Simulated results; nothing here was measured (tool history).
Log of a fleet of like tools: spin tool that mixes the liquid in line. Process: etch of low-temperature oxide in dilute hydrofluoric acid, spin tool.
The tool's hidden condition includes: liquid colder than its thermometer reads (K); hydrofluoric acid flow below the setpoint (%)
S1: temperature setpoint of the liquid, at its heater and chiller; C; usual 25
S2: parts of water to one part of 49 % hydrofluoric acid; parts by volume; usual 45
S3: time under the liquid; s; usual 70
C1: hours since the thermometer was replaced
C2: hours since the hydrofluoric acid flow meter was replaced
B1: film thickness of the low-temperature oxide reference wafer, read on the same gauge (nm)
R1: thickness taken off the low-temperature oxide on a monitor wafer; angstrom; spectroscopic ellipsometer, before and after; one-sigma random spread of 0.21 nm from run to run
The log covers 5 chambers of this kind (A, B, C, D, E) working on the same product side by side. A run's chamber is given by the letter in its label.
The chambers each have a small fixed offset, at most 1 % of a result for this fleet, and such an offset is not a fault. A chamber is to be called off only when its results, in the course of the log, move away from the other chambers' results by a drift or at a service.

| run | hour | S1 | S2 | S3 | C1 | C2 | B1 | R1 |
|---|---|---|---|---|---|---|---|---|
| 1A | 7.9 | 25 | 45 | 70 | 1280.7 | 1256.8 | 30.007 | 232.93 |
| 2E | 13.8 | 25 | 45 | 70 | 27.2 | 175.8 | 29.99 | 233.74 |
| 3C | 21.8 | 25 | 45 | 70 | 181.5 | 1852.1 | 29.987 | 231.46 |
| 4D | 27.3 | 25 | 45 | 70 | 1065.6 | 291.4 | 29.99 | 233.69 |
| 5B | 31.4 | 25 | 45 | 70 | 756.6 | 364.7 | 29.991 | 230.51 |
| 6B | 35.1 | 25 | 45 | 70 | 760.3 | 368.4 | 30.033 | 229.77 |
| 7D | 40.8 | 25 | 45 | 70 | 1079.1 | 304.9 | 29.958 | 235.25 |
| 8E | 44.5 | 25 | 45 | 70 | 57.9 | 206.5 | 30.003 | 230.84 |
| 9A | 49.9 | 25 | 45 | 70 | 1322.7 | 1298.8 | 30.02 | 234.37 |
| 10C | 55.1 | 25 | 45 | 70 | 214.8 | 1885.4 | 30.009 | 230.91 |
| 11B | 59.5 | 25 | 45 | 70 | 784.7 | 392.8 | 30.043 | 234.62 |
| 12D | 66.7 | 25 | 45 | 70 | 1105 | 330.8 | 30.004 | 231.78 |
| 13E | 71.7 | 25 | 45 | 70 | 85.1 | 233.7 | 30.002 | 234.15 |
| 14C | 75.2 | 25 | 45 | 70 | 234.9 | 1905.5 | 30.034 | 232.73 |
| 15A | 81.7 | 25 | 45 | 70 | 1354.5 | 1330.6 | 29.993 | 233.88 |
| 16B | 88.6 | 25 | 45 | 70 | 813.8 | 421.9 | 30.021 | 225.31 |
| 17C | 96.4 | 25 | 45 | 70 | 256.1 | 1926.7 | 29.992 | 230.51 |
| 18D | 101.2 | 25 | 45 | 70 | 1139.5 | 365.3 | 30.035 | 231.95 |
| 19E | 108.3 | 25 | 45 | 70 | 121.7 | 270.3 | 29.963 | 231.13 |
| 20A | 112.7 | 25 | 45 | 70 | 1385.5 | 1361.6 | 30.014 | 235.78 |
| 21A | 116.3 | 25 | 45 | 70 | 1389.1 | 1365.2 | 29.971 | 232.45 |
| 22B | 123.7 | 25 | 45 | 70 | 848.9 | 457 | 29.978 | 223.84 |
| 23C | 128.9 | 25 | 45 | 70 | 288.6 | 1959.2 | 30.023 | 231.44 |
| 24E | 136.8 | 25 | 45 | 70 | 150.2 | 298.8 | 30.033 | 233.28 |
| 25D | 140.3 | 25 | 45 | 70 | 1178.6 | 404.4 | 29.999 | 228.4 |
| 26E | 147.8 | 25 | 45 | 70 | 161.2 | 309.8 | 29.985 | 231.73 |
| 27A | 152.4 | 25 | 45 | 70 | 1425.2 | 1401.3 | 30.001 | 232.89 |
| 28D | 157.3 | 25 | 45 | 70 | 1195.6 | 421.4 | 30.007 | 238.03 |
| 29B | 163.5 | 25 | 45 | 70 | 888.7 | 496.8 | 29.995 | 220.91 |
| 30C | 171.3 | 25 | 45 | 70 | 331 | 2001.6 | 30.031 | 227.21 |
| 31A | 178.2 | 25 | 45 | 70 | 1451 | 1427.1 | 29.99 | 232.23 |

One chamber off, gauge drift, or nothing amiss beyond the chambers' own small offsets? If it is a chamber, which one, and what is the likeliest cause?

One chamber, B, drifts off from the rest bit by bit.
Cause: liquid colder than its thermometer reads (K) = 1.42.
The log might look much the same if the cause were instead: hydrofluoric acid flow below the setpoint (%).

Chamber B could run next with any of the 4 candidate recipes listed below; each alters the usual settings, and their results appear as question marks. Which one brings its results back in line with what the other chambers deliver on the usual settings?
Maximum distance from the other chambers' mean on the usual settings for a result to count as in line: R1 7.4 angstrom
| 32B-1 | 184 | 23.5 | 45 | 70 |  |  |  | ? |
| 32B-2 | 184 | 26.5 | 45 | 70 |  |  |  | ? |
| 32B-3 | 184 | 25 | 50 | 70 |  |  |  | ? |
| 32B-4 | 184 | 27.5 | 45 | 70 |  |  |  | ? |

What the other chambers average on the usual settings: R1 232.71 angstrom
| run | R1 |
|---|---|
| 32B-1 | 205.18 |
| 32B-2 | 232.44 |
| 32B-3 | 195.12 |
| 32B-4 | 242.13 |
32B-2 puts the chamber back in line with the other chambers.
